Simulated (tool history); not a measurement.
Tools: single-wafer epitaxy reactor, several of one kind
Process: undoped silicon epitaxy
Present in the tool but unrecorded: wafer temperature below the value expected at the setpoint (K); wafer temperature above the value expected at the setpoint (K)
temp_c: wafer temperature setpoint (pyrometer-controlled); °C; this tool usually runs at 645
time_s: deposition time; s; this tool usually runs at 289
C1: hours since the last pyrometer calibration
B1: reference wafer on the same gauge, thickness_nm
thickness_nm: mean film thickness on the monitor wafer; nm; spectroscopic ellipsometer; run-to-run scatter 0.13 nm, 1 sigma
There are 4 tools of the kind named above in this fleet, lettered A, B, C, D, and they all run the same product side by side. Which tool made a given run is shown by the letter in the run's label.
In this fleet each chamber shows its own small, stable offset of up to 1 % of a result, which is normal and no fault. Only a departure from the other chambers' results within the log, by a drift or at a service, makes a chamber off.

run 1D hour=3.4 | temp_c=645 time_s=289 | C1=493.9 | B1=38.478 | thickness_nm=43.787
run 2A hour=9.4 | temp_c=645 time_s=289 | C1=1129.7 | B1=38.507 | thickness_nm=43.703
run 3B hour=14.8 | temp_c=645 time_s=289 | C1=1238.6 | B1=38.539 | thickness_nm=43.034
run 4C hour=19 | temp_c=645 time_s=289 | C1=949 | B1=38.482 | thickness_nm=43.353
run 5B hour=26.4 | temp_c=659 time_s=289 | C1=1250.2 | B1=38.477 | thickness_nm=59.134
run 6D hour=30.4 | temp_c=659 time_s=289 | C1=520.9 | B1=38.486 | thickness_nm=59.03
run 7C hour=34 | temp_c=659 time_s=289 | C1=964 | B1=38.484 | thickness_nm=59.293
run 8A hour=37.6 | temp_c=659 time_s=289 | C1=1157.9 | B1=38.505 | thickness_nm=59.262
run 9D hour=43.8 | temp_c=645 time_s=289 | C1=534.3 | B1=38.487 | thickness_nm=43.618
run 10B hour=47.8 | temp_c=645 time_s=289 | C1=1271.6 | B1=38.504 | thickness_nm=43.262
run 11C hour=51.4 | temp_c=651 time_s=235 | C1=981.4 | B1=38.497 | thickness_nm=40.335
-- hour=56.5 chamber B: pyrometer calibrated
run 12A hour=59.2 | temp_c=651 time_s=235 | C1=1179.5 | B1=38.502 | thickness_nm=40.511
run 13D hour=66.7 | temp_c=651 time_s=235 | C1=557.2 | B1=38.505 | thickness_nm=40.491
run 14A hour=72 | temp_c=651 time_s=235 | C1=1192.3 | B1=38.484 | thickness_nm=40.485
run 15C hour=79.6 | temp_c=645 time_s=289 | C1=1009.6 | B1=38.522 | thickness_nm=43.405
run 16B hour=85.1 | temp_c=645 time_s=289 | C1=28.6 | B1=38.485 | thickness_nm=43.39
run 17A hour=91.1 | temp_c=645 time_s=289 | C1=1211.4 | B1=38.515 | thickness_nm=43.611
run 18D hour=98.7 | temp_c=645 time_s=289 | C1=589.2 | B1=38.5 | thickness_nm=43.763
run 19B hour=105.6 | temp_c=651 time_s=247 | C1=49.1 | B1=38.458 | thickness_nm=42.29
run 20C hour=109.5 | temp_c=651 time_s=247 | C1=1039.5 | B1=38.488 | thickness_nm=42.436
run 21B hour=114.3 | temp_c=651 time_s=247 | C1=57.8 | B1=38.478 | thickness_nm=42.157
run 22D hour=121.6 | temp_c=651 time_s=247 | C1=612.1 | B1=38.469 | thickness_nm=42.622
run 23A hour=128.3 | temp_c=645 time_s=289 | C1=1248.6 | B1=38.516 | thickness_nm=43.676
run 24C hour=133.7 | temp_c=645 time_s=289 | C1=1063.7 | B1=38.498 | thickness_nm=43.426
run 25B hour=140.5 | temp_c=645 time_s=289 | C1=84 | B1=38.481 | thickness_nm=43.158
run 26D hour=148.1 | temp_c=645 time_s=289 | C1=638.6 | B1=38.489 | thickness_nm=43.953
run 27A hour=152.2 | temp_c=645 time_s=289 | C1=1272.5 | B1=38.495 | thickness_nm=43.597
run 28C hour=158.4 | temp_c=645 time_s=289 | C1=1088.4 | B1=38.495 | thickness_nm=43.22

All chambers now run identical settings, listed one chamber a line with results as question marks. What results will each chamber show?
run 29A hour=164 | temp_c=655 time_s=289 | thickness_nm=?
run 29B hour=164 | temp_c=655 time_s=289 | thickness_nm=?
run 29C hour=164 | temp_c=655 time_s=289 | thickness_nm=?
run 29D hour=164 | temp_c=655 time_s=289 | thickness_nm=?

run=29A thickness_nm=54.591
run=29B thickness_nm=54.068
run=29C thickness_nm=54.103
run=29D thickness_nm=54.504
